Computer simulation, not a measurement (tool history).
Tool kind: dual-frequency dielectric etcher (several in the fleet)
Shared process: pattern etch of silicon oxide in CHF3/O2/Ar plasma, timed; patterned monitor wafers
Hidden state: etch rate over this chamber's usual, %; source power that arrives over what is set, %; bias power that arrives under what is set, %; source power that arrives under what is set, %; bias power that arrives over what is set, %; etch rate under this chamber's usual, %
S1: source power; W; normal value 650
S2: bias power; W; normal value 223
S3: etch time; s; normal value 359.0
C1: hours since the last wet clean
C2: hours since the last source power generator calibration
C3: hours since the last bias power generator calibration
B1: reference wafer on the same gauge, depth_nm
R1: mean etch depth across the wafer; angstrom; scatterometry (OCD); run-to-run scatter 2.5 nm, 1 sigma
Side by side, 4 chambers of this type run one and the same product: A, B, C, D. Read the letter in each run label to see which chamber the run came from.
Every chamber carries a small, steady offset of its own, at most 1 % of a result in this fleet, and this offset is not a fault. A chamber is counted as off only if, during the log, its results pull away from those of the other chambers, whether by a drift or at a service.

run 1D hour=6.8 | S1=650 S2=223 S3=359.0 | C1=163.9 C2=1682.4 C3=1370.2 | B1=659.95 | R1=7868.5
run 2A hour=15.9 | S1=650 S2=223 S3=359.0 | C1=323.2 C2=1708.0 C3=3970.4 | B1=660.21 | R1=7826.1
run 3B hour=22.5 | S1=650 S2=223 S3=359.0 | C1=200.9 C2=1487.3 C3=1596.5 | B1=660.02 | R1=7793.1
run 4C hour=33.8 | S1=650 S2=223 S3=359.0 | C1=362.4 C2=2350.8 C3=596.0 | B1=660.07 | R1=7952.4
run 5A hour=43.8 | S1=650 S2=223 S3=359.0 | C1=351.1 C2=1735.9 C3=3998.3 | B1=660.37 | R1=7879.6
run 6D hour=55.1 | S1=650 S2=195 S3=359.0 | C1=212.2 C2=1730.7 C3=1418.5 | B1=660.55 | R1=7561.5
run 7C hour=65.5 | S1=650 S2=195 S3=359.0 | C1=394.1 C2=2382.5 C3=627.7 | B1=660.26 | R1=7547.5
run 8B hour=77.3 | S1=650 S2=195 S3=359.0 | C1=255.7 C2=1542.1 C3=1651.3 | B1=659.53 | R1=7441.1
run 9A hour=89.1 | S1=650 S2=195 S3=359.0 | C1=396.4 C2=1781.2 C3=4043.6 | B1=660.23 | R1=7487.1
run 10B hour=102.5 | S1=650 S2=223 S3=359.0 | C1=280.9 C2=1567.3 C3=1676.5 | B1=659.96 | R1=7812.8
-- hour=103.4 chamber C: wet clean of the chamber
run 11D hour=112.6 | S1=650 S2=223 S3=359.0 | C1=269.7 C2=1788.2 C3=1476.0 | B1=660.18 | R1=7885.0
run 12C hour=118.7 | S1=650 S2=223 S3=359.0 | C1=15.4 C2=2435.7 C3=680.9 | B1=660.58 | R1=7891.3
run 13B hour=129.3 | S1=650 S2=223 S3=359.0 | C1=307.7 C2=1594.1 C3=1703.3 | B1=660.23 | R1=7768.7
run 14C hour=138.0 | S1=650 S2=223 S3=359.0 | C1=34.7 C2=2455.0 C3=700.2 | B1=659.82 | R1=7935.3
run 15D hour=145.5 | S1=650 S2=223 S3=359.0 | C1=302.6 C2=1821.1 C3=1508.9 | B1=660.02 | R1=7853.6
run 16A hour=151.6 | S1=650 S2=223 S3=359.0 | C1=458.9 C2=1843.7 C3=4106.1 | B1=659.91 | R1=7801.8
-- hour=158.2 chamber A: wet clean of the chamber
run 17A hour=158.4 | S1=650 S2=223 S3=359.0 | C1=0.3 C2=1850.5 C3=4112.9 | B1=660.51 | R1=8177.6
run 18D hour=164.2 | S1=650 S2=223 S3=359.0 | C1=321.3 C2=1839.8 C3=1527.6 | B1=659.79 | R1=7937.3
run 19C hour=172.4 | S1=650 S2=206 S3=454.5 | C1=69.1 C2=2489.4 C3=734.6 | B1=659.81 | R1=9797.1
run 20B hour=180.4 | S1=650 S2=206 S3=454.5 | C1=358.8 C2=1645.2 C3=1754.4 | B1=660.21 | R1=9590.9
run 21D hour=187.4 | S1=650 S2=206 S3=454.5 | C1=344.5 C2=1863.0 C3=1550.8 | B1=660.17 | R1=9722.5
-- hour=188.5 chamber A: bias power generator calibrated
run 22A hour=199.6 | S1=650 S2=206 S3=454.5 | C1=41.5 C2=1891.7 C3=11.1 | B1=659.45 | R1=10123.0
run 23B hour=212.5 | S1=650 S2=223 S3=359.0 | C1=390.9 C2=1677.3 C3=1786.5 | B1=660.27 | R1=7857.5
run 24C hour=224.4 | S1=650 S2=190 S3=359.0 | C1=121.1 C2=2541.4 C3=786.6 | B1=660.10 | R1=7493.9
run 25B hour=234.0 | S1=650 S2=190 S3=359.0 | C1=412.4 C2=1698.8 C3=1808.0 | B1=660.16 | R1=7382.8
run 26D hour=242.2 | S1=650 S2=190 S3=359.0 | C1=399.3 C2=1917.8 C3=1605.6 | B1=660.25 | R1=7468.9
run 27A hour=252.9 | S1=650 S2=190 S3=359.0 | C1=94.8 C2=1945.0 C3=64.4 | B1=660.36 | R1=7789.1
run 28C hour=260.5 | S1=650 S2=223 S3=359.0 | C1=157.2 C2=2577.5 C3=822.7 | B1=660.22 | R1=7903.4
run 29B hour=267.9 | S1=650 S2=193 S3=359.0 | C1=446.3 C2=1732.7 C3=1841.9 | B1=660.12 | R1=7393.6
run 30C hour=280.6 | S1=650 S2=193 S3=359.0 | C1=177.3 C2=2597.6 C3=842.8 | B1=659.74 | R1=7534.9
run 31D hour=293.8 | S1=650 S2=193 S3=359.0 | C1=450.9 C2=1969.4 C3=1657.2 | B1=659.74 | R1=7522.3
run 32A hour=302.7 | S1=650 S2=193 S3=359.0 | C1=144.6 C2=1994.8 C3=114.2 | B1=660.35 | R1=7796.0
run 33B hour=310.2 | S1=650 S2=223 S3=359.0 | C1=488.6 C2=1775.0 C3=1884.2 | B1=660.50 | R1=7773.0
run 34D hour=316.0 | S1=650 S2=223 S3=359.0 | C1=473.1 C2=1991.6 C3=1679.4 | B1=659.77 | R1=7931.2
run 35C hour=325.4 | S1=650 S2=223 S3=359.0 | C1=222.1 C2=2642.4 C3=887.6 | B1=660.09 | R1=7895.8
run 36A hour=335.9 | S1=650 S2=223 S3=359.0 | C1=177.8 C2=2028.0 C3=147.4 | B1=659.82 | R1=8192.8
run 37C hour=345.1 | S1=650 S2=223 S3=359.0 | C1=241.8 C2=2662.1 C3=907.3 | B1=660.22 | R1=7910.9
-- hour=345.5 chamber B: wet clean of the chamber
run 38D hour=351.8 | S1=650 S2=223 S3=359.0 | C1=508.9 C2=2027.4 C3=1715.2 | B1=660.15 | R1=7924.2
run 39A hour=359.4 | S1=650 S2=223 S3=359.0 | C1=201.3 C2=2051.5 C3=170.9 | B1=659.93 | R1=8178.2
run 40B hour=370.2 | S1=650 S2=223 S3=359.0 | C1=24.7 C2=1835.0 C3=1944.2 | B1=660.08 | R1=7819.1
run 41A hour=378.3 | S1=650 S2=223 S3=359.0 | C1=220.2 C2=2070.4 C3=189.8 | B1=660.24 | R1=8251.1
run 42B hour=387.2 | S1=650 S2=223 S3=359.0 | C1=41.7 C2=1852.0 C3=1961.2 | B1=660.04 | R1=7801.3
run 43C hour=395.3 | S1=490 S2=223 S3=359.0 | C1=292.0 C2=2712.3 C3=957.5 | B1=660.51 | R1=7105.2
run 44D hour=407.2 | S1=490 S2=223 S3=359.0 | C1=564.3 C2=2082.8 C3=1770.6 | B1=659.89 | R1=7111.1

Next, all 4 chambers run the settings below, one line each with question marks for the results. What does each chamber give?
run 45A hour=416.8 | S1=510 S2=223 S3=359.0 | R1=?
run 45B hour=416.8 | S1=510 S2=223 S3=359.0 | R1=?
run 45C hour=416.8 | S1=510 S2=223 S3=359.0 | R1=?
run 45D hour=416.8 | S1=510 S2=223 S3=359.0 | R1=?

run=45A R1=7492.0
run=45B R1=7134.5
run=45C R1=7264.1
run=45D R1=7192.6
